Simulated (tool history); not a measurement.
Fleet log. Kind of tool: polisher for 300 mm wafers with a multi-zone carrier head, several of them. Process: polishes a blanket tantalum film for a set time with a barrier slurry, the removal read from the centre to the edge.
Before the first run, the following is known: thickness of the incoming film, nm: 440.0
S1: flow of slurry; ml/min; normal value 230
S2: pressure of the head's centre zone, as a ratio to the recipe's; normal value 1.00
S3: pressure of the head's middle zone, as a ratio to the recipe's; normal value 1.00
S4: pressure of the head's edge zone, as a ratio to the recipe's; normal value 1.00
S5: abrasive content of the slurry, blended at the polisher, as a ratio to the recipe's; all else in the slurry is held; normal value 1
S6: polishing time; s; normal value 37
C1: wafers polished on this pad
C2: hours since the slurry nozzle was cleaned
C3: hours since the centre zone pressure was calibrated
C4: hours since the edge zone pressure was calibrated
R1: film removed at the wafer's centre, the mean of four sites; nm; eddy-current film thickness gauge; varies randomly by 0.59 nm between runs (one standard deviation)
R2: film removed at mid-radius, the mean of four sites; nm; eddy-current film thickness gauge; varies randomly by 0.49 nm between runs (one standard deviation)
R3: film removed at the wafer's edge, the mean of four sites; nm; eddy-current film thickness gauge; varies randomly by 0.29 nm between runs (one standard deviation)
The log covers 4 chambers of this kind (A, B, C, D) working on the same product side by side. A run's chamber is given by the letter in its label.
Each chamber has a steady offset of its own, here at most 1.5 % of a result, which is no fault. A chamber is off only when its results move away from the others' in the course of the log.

-- hour=0.7 chamber C: worn pad replaced by a new one
run 1B hour=8.9 | S1=230 S2=1.00 S3=1.00 S4=1.00 S5=1 S6=37 | C1=1162 C2=92.3 C3=781.4 C4=705.5 | R1=39.086 R2=39.130 R3=38.870
run 2A hour=18.3 | S1=230 S2=1.00 S3=1.00 S4=1.00 S5=1 S6=37 | C1=468 C2=560.0 C3=394.1 C4=1216.9 | R1=38.570 R2=39.806 R3=39.442
-- hour=25.8 chamber B: worn pad replaced by a new one
-- hour=28.0 chamber A: edge zone pressure recalibrated
run 3C hour=29.2 | S1=230 S2=1.00 S3=1.00 S4=1.00 S5=1 S6=37 | C1=331 C2=345.4 C3=803.1 C4=1153.2 | R1=39.320 R2=40.759 R3=39.452
run 4D hour=35.1 | S1=230 S2=1.00 S3=1.00 S4=1.00 S5=1 S6=37 | C1=587 C2=296.2 C3=375.7 C4=342.0 | R1=38.953 R2=40.030 R3=38.764
run 5D hour=44.9 | S1=230 S2=1.00 S3=1.00 S4=1.00 S5=1 S6=37 | C1=700 C2=306.0 C3=385.5 C4=351.8 | R1=39.424 R2=39.123 R3=39.203
-- hour=47.5 chamber C: worn pad replaced by a new one
run 6C hour=51.2 | S1=230 S2=1.00 S3=1.00 S4=1.00 S5=1 S6=37 | C1=43 C2=367.4 C3=825.1 C4=1175.2 | R1=39.474 R2=39.449 R3=39.930
run 7A hour=62.0 | S1=230 S2=1.00 S3=1.00 S4=1.00 S5=1 S6=37 | C1=974 C2=603.7 C3=437.8 C4=34.1 | R1=39.286 R2=39.048 R3=39.485
run 8B hour=67.2 | S1=230 S2=1.00 S3=1.00 S4=1.00 S5=1 S6=37 | C1=480 C2=150.6 C3=839.7 C4=763.8 | R1=37.954 R2=38.973 R3=38.755
run 9B hour=74.7 | S1=230 S2=1.00 S3=0.89 S4=1.00 S5=1 S6=37 | C1=567 C2=158.1 C3=847.2 C4=771.3 | R1=37.291 R2=35.564 R3=38.786
-- hour=75.8 chamber D: worn pad replaced by a new one
-- hour=76.8 chamber C: centre zone pressure recalibrated
run 10A hour=84.1 | S1=230 S2=1.00 S3=0.89 S4=1.00 S5=1 S6=37 | C1=1230 C2=625.8 C3=459.9 C4=56.2 | R1=38.347 R2=35.929 R3=39.412
-- hour=85.7 chamber A: worn pad replaced by a new one
-- hour=90.0 chamber C: worn pad replaced by a new one
run 11C hour=93.0 | S1=230 S2=1.00 S3=0.89 S4=1.00 S5=1 S6=37 | C1=35 C2=409.2 C3=16.2 C4=1217.0 | R1=38.883 R2=36.133 R3=39.835
run 12D hour=99.5 | S1=230 S2=1.00 S3=0.89 S4=1.00 S5=1 S6=37 | C1=274 C2=360.6 C3=440.1 C4=406.4 | R1=40.207 R2=35.845 R3=39.385
run 13B hour=110.2 | S1=230 S2=1.06 S3=1.00 S4=1.00 S5=1 S6=27 | C1=978 C2=193.6 C3=882.7 C4=806.8 | R1=28.761 R2=28.539 R3=28.531
run 14C hour=115.4 | S1=230 S2=1.06 S3=1.00 S4=1.00 S5=1 S6=27 | C1=294 C2=431.6 C3=38.6 C4=1239.4 | R1=30.167 R2=28.929 R3=28.620
run 15A hour=122.9 | S1=230 S2=1.06 S3=1.00 S4=1.00 S5=1 S6=27 | C1=431 C2=664.6 C3=498.7 C4=95.0 | R1=30.623 R2=29.163 R3=28.777
run 16D hour=128.4 | S1=230 S2=1.06 S3=1.00 S4=1.00 S5=1 S6=27 | C1=609 C2=389.5 C3=469.0 C4=435.3 | R1=31.007 R2=29.133 R3=28.417
-- hour=130.9 chamber C: worn pad replaced by a new one
run 17D hour=139.1 | S1=230 S2=1.00 S3=1.00 S4=1.06 S5=1 S6=47 | C1=733 C2=400.2 C3=479.7 C4=446.0 | R1=50.636 R2=50.241 R3=50.950
-- hour=140.9 chamber A: slurry nozzle cleaned
run 18B hour=144.7 | S1=230 S2=1.00 S3=1.00 S4=1.06 S5=1 S6=47 | C1=1377 C2=228.1 C3=917.2 C4=841.3 | R1=46.086 R2=50.164 R3=50.599
run 19A hour=152.1 | S1=230 S2=1.00 S3=1.00 S4=1.06 S5=1 S6=47 | C1=769 C2=11.2 C3=527.9 C4=124.2 | R1=51.382 R2=50.263 R3=51.557
-- hour=154.5 chamber D: worn pad replaced by a new one
-- hour=155.1 chamber C: slurry nozzle cleaned
-- hour=161.1 chamber B: worn pad replaced by a new one
run 20C hour=162.2 | S1=230 S2=1.00 S3=1.00 S4=1.06 S5=1 S6=47 | C1=363 C2=7.2 C3=85.4 C4=1286.2 | R1=51.380 R2=51.119 R3=53.204
run 21C hour=171.5 | S1=230 S2=1.00 S3=1.00 S4=1.00 S5=1 S6=37 | C1=471 C2=16.5 C3=94.7 C4=1295.5 | R1=39.033 R2=40.816 R3=40.039
run 22B hour=180.3 | S1=230 S2=1.00 S3=1.00 S4=1.00 S5=1 S6=37 | C1=222 C2=263.7 C3=952.8 C4=876.9 | R1=35.499 R2=40.041 R3=39.411
run 23A hour=187.3 | S1=230 S2=1.00 S3=1.00 S4=1.00 S5=1 S6=37 | C1=1177 C2=46.4 C3=563.1 C4=159.4 | R1=39.037 R2=39.135 R3=39.383
run 24D hour=194.5 | S1=230 S2=1.00 S3=1.00 S4=1.00 S5=1 S6=37 | C1=463 C2=455.6 C3=535.1 C4=501.4 | R1=39.655 R2=39.504 R3=39.288

All chambers now run identical settings, listed one chamber a line with results as question marks. What results will each chamber show?
run 25A hour=203.1 | S1=230 S2=1.00 S3=1.00 S4=1.00 S5=1 S6=37 | R1=? R2=? R3=?
run 25B hour=203.1 | S1=230 S2=1.00 S3=1.00 S4=1.00 S5=1 S6=37 | R1=? R2=? R3=?
run 25C hour=203.1 | S1=230 S2=1.00 S3=1.00 S4=1.00 S5=1 S6=37 | R1=? R2=? R3=?
run 25D hour=203.1 | S1=230 S2=1.00 S3=1.00 S4=1.00 S5=1 S6=37 | R1=? R2=? R3=?

run=25A R1=39.534 R2=38.896 R3=39.508
run=25B R1=35.966 R2=39.823 R3=39.332
run=25C R1=39.504 R2=40.685 R3=39.902
run=25D R1=40.095 R2=39.908 R3=38.929
